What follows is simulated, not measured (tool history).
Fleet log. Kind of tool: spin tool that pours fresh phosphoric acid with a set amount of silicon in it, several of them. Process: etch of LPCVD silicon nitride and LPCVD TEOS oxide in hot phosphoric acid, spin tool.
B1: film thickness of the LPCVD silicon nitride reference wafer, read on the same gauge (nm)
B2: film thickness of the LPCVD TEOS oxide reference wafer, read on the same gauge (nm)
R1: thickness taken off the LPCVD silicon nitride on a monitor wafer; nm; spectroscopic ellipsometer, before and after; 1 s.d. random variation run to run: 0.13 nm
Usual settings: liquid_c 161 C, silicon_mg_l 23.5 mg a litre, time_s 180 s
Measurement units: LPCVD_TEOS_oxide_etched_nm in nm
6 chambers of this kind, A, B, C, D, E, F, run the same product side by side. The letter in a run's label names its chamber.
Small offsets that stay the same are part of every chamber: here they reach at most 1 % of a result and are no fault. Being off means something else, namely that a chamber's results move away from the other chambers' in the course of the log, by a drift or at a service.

{"run": "1F", "hour": 4.3, "liquid_c": 161, "silicon_mg_l": 23.5, "time_s": 180, "B1": 89.992, "B2": 50.004, "R1": 14.678, "LPCVD_TEOS_oxide_etched_nm": 0.562}
{"run": "2A", "hour": 7.7, "liquid_c": 161, "silicon_mg_l": 23.5, "time_s": 180, "B1": 90.024, "B2": 50.024, "R1": 14.305, "LPCVD_TEOS_oxide_etched_nm": 0.45153}
{"run": "3D", "hour": 15.1, "liquid_c": 161, "silicon_mg_l": 23.5, "time_s": 180, "B1": 89.962, "B2": 49.975, "R1": 14.649, "LPCVD_TEOS_oxide_etched_nm": 0.54295}
{"run": "4B", "hour": 18.3, "liquid_c": 161, "silicon_mg_l": 23.5, "time_s": 180, "B1": 90.016, "B2": 50.013, "R1": 14.758, "LPCVD_TEOS_oxide_etched_nm": 0.5066}
{"run": "5C", "hour": 23.5, "liquid_c": 161, "silicon_mg_l": 23.5, "time_s": 180, "B1": 89.989, "B2": 50.005, "R1": 14.546, "LPCVD_TEOS_oxide_etched_nm": 0.50942}
{"run": "6E", "hour": 30.4, "liquid_c": 161, "silicon_mg_l": 23.5, "time_s": 180, "B1": 89.967, "B2": 50.007, "R1": 14.725, "LPCVD_TEOS_oxide_etched_nm": 0.52157}
{"run": "7B", "hour": 34.7, "liquid_c": 161, "silicon_mg_l": 23.5, "time_s": 180, "B1": 89.984, "B2": 50.031, "R1": 14.423, "LPCVD_TEOS_oxide_etched_nm": 0.47434}
{"hour": 36.9, "done": "chamber A: heated supply line repaired"}
{"run": "8D", "hour": 41.2, "liquid_c": 161, "silicon_mg_l": 23.5, "time_s": 180, "B1": 90.023, "B2": 49.969, "R1": 14.578, "LPCVD_TEOS_oxide_etched_nm": 0.47021}
{"run": "9C", "hour": 47.2, "liquid_c": 161, "silicon_mg_l": 23.5, "time_s": 180, "B1": 89.975, "B2": 50.022, "R1": 14.299, "LPCVD_TEOS_oxide_etched_nm": 0.46194}
{"run": "10F", "hour": 52.2, "liquid_c": 161, "silicon_mg_l": 23.5, "time_s": 180, "B1": 89.992, "B2": 50.017, "R1": 14.453, "LPCVD_TEOS_oxide_etched_nm": 0.4937}
{"run": "11E", "hour": 57.4, "liquid_c": 161, "silicon_mg_l": 23.5, "time_s": 180, "B1": 90.002, "B2": 50.039, "R1": 14.853, "LPCVD_TEOS_oxide_etched_nm": 0.4963}
{"run": "12A", "hour": 61.4, "liquid_c": 161, "silicon_mg_l": 23.5, "time_s": 180, "B1": 90.056, "B2": 50.002, "R1": 14.464, "LPCVD_TEOS_oxide_etched_nm": 0.49102}
{"run": "13A", "hour": 66.0, "liquid_c": 161, "silicon_mg_l": 23.5, "time_s": 180, "B1": 90.021, "B2": 50.017, "R1": 14.592, "LPCVD_TEOS_oxide_etched_nm": 0.46776}
{"run": "14C", "hour": 70.9, "liquid_c": 161, "silicon_mg_l": 23.5, "time_s": 180, "B1": 90.003, "B2": 49.988, "R1": 14.086, "LPCVD_TEOS_oxide_etched_nm": 0.43184}
{"hour": 75.0, "done": "chamber E: thermometer replaced"}
{"run": "15D", "hour": 76.1, "liquid_c": 160, "silicon_mg_l": 14, "time_s": 180, "B1": 90.028, "B2": 50.017, "R1": 14.196, "LPCVD_TEOS_oxide_etched_nm": 0.64278}
{"run": "16F", "hour": 80.7, "liquid_c": 160, "silicon_mg_l": 14, "time_s": 180, "B1": 90.018, "B2": 49.99, "R1": 14.221, "LPCVD_TEOS_oxide_etched_nm": 0.60004}
{"run": "17E", "hour": 86.8, "liquid_c": 160, "silicon_mg_l": 14, "time_s": 180, "B1": 90.008, "B2": 50, "R1": 14.181, "LPCVD_TEOS_oxide_etched_nm": 0.50695}
{"run": "18B", "hour": 90.8, "liquid_c": 160, "silicon_mg_l": 14, "time_s": 180, "B1": 90.012, "B2": 49.97, "R1": 13.842, "LPCVD_TEOS_oxide_etched_nm": 0.56127}
{"run": "19F", "hour": 98.1, "liquid_c": 160, "silicon_mg_l": 14, "time_s": 180, "B1": 89.98, "B2": 49.994, "R1": 14.011, "LPCVD_TEOS_oxide_etched_nm": 0.62741}
{"run": "20C", "hour": 104.1, "liquid_c": 160, "silicon_mg_l": 14, "time_s": 180, "B1": 89.961, "B2": 49.988, "R1": 13.356, "LPCVD_TEOS_oxide_etched_nm": 0.5431}
{"run": "21B", "hour": 107.5, "liquid_c": 161, "silicon_mg_l": 23.5, "time_s": 180, "B1": 89.987, "B2": 50.022, "R1": 14.358, "LPCVD_TEOS_oxide_etched_nm": 0.49418}
{"run": "22E", "hour": 111.7, "liquid_c": 161, "silicon_mg_l": 23.5, "time_s": 180, "B1": 90.016, "B2": 49.996, "R1": 14.705, "LPCVD_TEOS_oxide_etched_nm": 0.50681}
{"run": "23D", "hour": 116.8, "liquid_c": 161, "silicon_mg_l": 23.5, "time_s": 180, "B1": 90.019, "B2": 49.972, "R1": 14.724, "LPCVD_TEOS_oxide_etched_nm": 0.51119}
{"run": "24A", "hour": 121.5, "liquid_c": 161, "silicon_mg_l": 23.5, "time_s": 180, "B1": 90.024, "B2": 49.977, "R1": 14.693, "LPCVD_TEOS_oxide_etched_nm": 0.48534}
{"run": "25F", "hour": 125.9, "liquid_c": 161, "silicon_mg_l": 23.5, "time_s": 180, "B1": 89.971, "B2": 50.013, "R1": 14.757, "LPCVD_TEOS_oxide_etched_nm": 0.50582}
{"run": "26C", "hour": 131.4, "liquid_c": 161, "silicon_mg_l": 23.5, "time_s": 180, "B1": 90.002, "B2": 49.98, "R1": 13.463, "LPCVD_TEOS_oxide_etched_nm": 0.49371}
{"run": "27E", "hour": 135.4, "liquid_c": 161, "silicon_mg_l": 23.5, "time_s": 180, "B1": 90.013, "B2": 50.003, "R1": 14.559, "LPCVD_TEOS_oxide_etched_nm": 0.5064}
{"run": "28D", "hour": 141.9, "liquid_c": 161, "silicon_mg_l": 23.5, "time_s": 180, "B1": 90.006, "B2": 49.948, "R1": 14.857, "LPCVD_TEOS_oxide_etched_nm": 0.44671}
{"run": "29B", "hour": 146.5, "liquid_c": 161, "silicon_mg_l": 23.5, "time_s": 180, "B1": 89.979, "B2": 50.031, "R1": 14.771, "LPCVD_TEOS_oxide_etched_nm": 0.47756}
{"run": "30A", "hour": 150.4, "liquid_c": 161, "silicon_mg_l": 23.5, "time_s": 180, "B1": 89.97, "B2": 50.042, "R1": 14.399, "LPCVD_TEOS_oxide_etched_nm": 0.50276}
{"run": "31F", "hour": 157.3, "liquid_c": 161, "silicon_mg_l": 23.5, "time_s": 180, "B1": 90.028, "B2": 50.013, "R1": 14.661, "LPCVD_TEOS_oxide_etched_nm": 0.55997}
{"run": "32B", "hour": 162.2, "liquid_c": 161, "silicon_mg_l": 23.5, "time_s": 180, "B1": 90.004, "B2": 49.983, "R1": 14.628, "LPCVD_TEOS_oxide_etched_nm": 0.52692}
{"run": "33A", "hour": 167.4, "liquid_c": 161, "silicon_mg_l": 23.5, "time_s": 180, "B1": 90.002, "B2": 50.006, "R1": 14.556, "LPCVD_TEOS_oxide_etched_nm": 0.53545}
{"run": "34D", "hour": 171.9, "liquid_c": 161, "silicon_mg_l": 23.5, "time_s": 180, "B1": 90.01, "B2": 49.993, "R1": 14.773, "LPCVD_TEOS_oxide_etched_nm": 0.48076}
{"run": "35C", "hour": 178.4, "liquid_c": 163, "silicon_mg_l": 23.5, "time_s": 90, "B1": 89.987, "B2": 50.012, "R1": 6.8953, "LPCVD_TEOS_oxide_etched_nm": 0.22295}
{"run": "36E", "hour": 185.0, "liquid_c": 163, "silicon_mg_l": 23.5, "time_s": 90, "B1": 90, "B2": 49.988, "R1": 7.8991, "LPCVD_TEOS_oxide_etched_nm": 0.31476}

The same settings go to every chamber for the next run, one line per chamber below. Forecast the results for each:
{"run": "37A", "hour": 190.3, "liquid_c": 160, "silicon_mg_l": 23.5, "time_s": 180, "R1": "?", "LPCVD_TEOS_oxide_etched_nm": "?"}
{"run": "37B", "hour": 190.3, "liquid_c": 160, "silicon_mg_l": 23.5, "time_s": 180, "R1": "?", "LPCVD_TEOS_oxide_etched_nm": "?"}
{"run": "37C", "hour": 190.3, "liquid_c": 160, "silicon_mg_l": 23.5, "time_s": 180, "R1": "?", "LPCVD_TEOS_oxide_etched_nm": "?"}
{"run": "37D", "hour": 190.3, "liquid_c": 160, "silicon_mg_l": 23.5, "time_s": 180, "R1": "?", "LPCVD_TEOS_oxide_etched_nm": "?"}
{"run": "37E", "hour": 190.3, "liquid_c": 160, "silicon_mg_l": 23.5, "time_s": 180, "R1": "?", "LPCVD_TEOS_oxide_etched_nm": "?"}
{"run": "37F", "hour": 190.3, "liquid_c": 160, "silicon_mg_l": 23.5, "time_s": 180, "R1": "?", "LPCVD_TEOS_oxide_etched_nm": "?"}

run=37A R1=14.096 LPCVD_TEOS_oxide_etched_nm=0.43196
run=37B R1=14.295 LPCVD_TEOS_oxide_etched_nm=0.46847
run=37C R1=12.505 LPCVD_TEOS_oxide_etched_nm=0.37754
run=37D R1=14.056 LPCVD_TEOS_oxide_etched_nm=0.41269
run=37E R1=14.307 LPCVD_TEOS_oxide_etched_nm=0.48095
run=37F R1=13.923 LPCVD_TEOS_oxide_etched_nm=0.45665

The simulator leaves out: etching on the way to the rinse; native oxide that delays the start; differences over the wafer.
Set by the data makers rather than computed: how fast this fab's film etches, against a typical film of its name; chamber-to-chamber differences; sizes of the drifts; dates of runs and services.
